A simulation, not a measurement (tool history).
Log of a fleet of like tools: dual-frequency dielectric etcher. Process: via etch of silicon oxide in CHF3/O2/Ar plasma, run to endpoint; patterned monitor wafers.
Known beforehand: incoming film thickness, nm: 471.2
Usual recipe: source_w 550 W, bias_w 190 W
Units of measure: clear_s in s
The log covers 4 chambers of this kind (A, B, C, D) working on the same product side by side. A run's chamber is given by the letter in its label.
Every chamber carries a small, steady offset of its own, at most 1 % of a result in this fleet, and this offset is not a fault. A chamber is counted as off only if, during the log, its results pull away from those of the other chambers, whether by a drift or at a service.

run	hour	source_w	bias_w	clear_s
1D	6.5	550	190	244.05
2C	11.5	550	190	241.78
3B	14.4	550	190	241.23
4A	17.3	550	190	240.32
5D	23.0	550	190	243.50
6C	28.9	550	190	242.53
7A	31.8	550	190	241.93
8B	37.0	550	190	240.20
9A	40.5	550	190	241.47
10C	43.6	550	190	241.68
11B	47.9	550	190	238.04
# hour 49.1: chamber B: source power generator calibrated
12D	53.1	550	190	244.52
13B	58.5	550	222	227.42
# hour 64.5: chamber A: wet clean of the chamber
14C	64.5	550	222	226.72
15A	68.6	550	222	229.64
16D	71.6	550	222	229.68
17C	76.6	550	190	242.60
18A	81.4	550	190	238.56
19B	87.3	550	190	235.91
20D	91.0	550	190	243.63
21B	95.4	550	190	232.42
22A	99.8	550	190	241.75
23D	104.8	550	190	243.69
24C	111.2	550	190	241.54
25A	115.8	550	190	240.45
26B	122.3	550	190	232.97
27C	125.7	550	190	241.80
28D	131.0	550	235	226.85
29C	134.1	550	235	221.83
30A	137.5	550	235	224.76
31D	141.1	550	235	228.94
32B	147.4	550	190	230.08

Read the log: is a single chamber off, either drifting away or since a service, is the gauge that measures every chamber drifting, or is nothing wrong beyond small per-chamber offsets? Name any odd chamber and what most likely caused it.

It is chamber B that slowly wanders off from its peers.
Cause: etch rate over this chamber's usual, % = 5.46.

Below are 4 candidate recipes for chamber B's next run, each the usual settings with a change, their results shown as question marks. Which of them brings B's results back in line with what the other chambers give on the usual settings?
Allowed miss from the other chambers' usual-settings mean, per result, to count as in line: clear_s 3.90 s
33B-1	152.1	650	221	?
33B-2	152.1	550	159	?
33B-3	152.1	550	133	?
33B-4	152.1	550	221	?

What the other chambers average on the usual settings: clear_s 242.48 s
run	clear_s
33B-1	203.83
33B-2	242.90
33B-3	257.37
33B-4	217.08
Change 33B-2 lands the chamber within the allowed miss of the other chambers.

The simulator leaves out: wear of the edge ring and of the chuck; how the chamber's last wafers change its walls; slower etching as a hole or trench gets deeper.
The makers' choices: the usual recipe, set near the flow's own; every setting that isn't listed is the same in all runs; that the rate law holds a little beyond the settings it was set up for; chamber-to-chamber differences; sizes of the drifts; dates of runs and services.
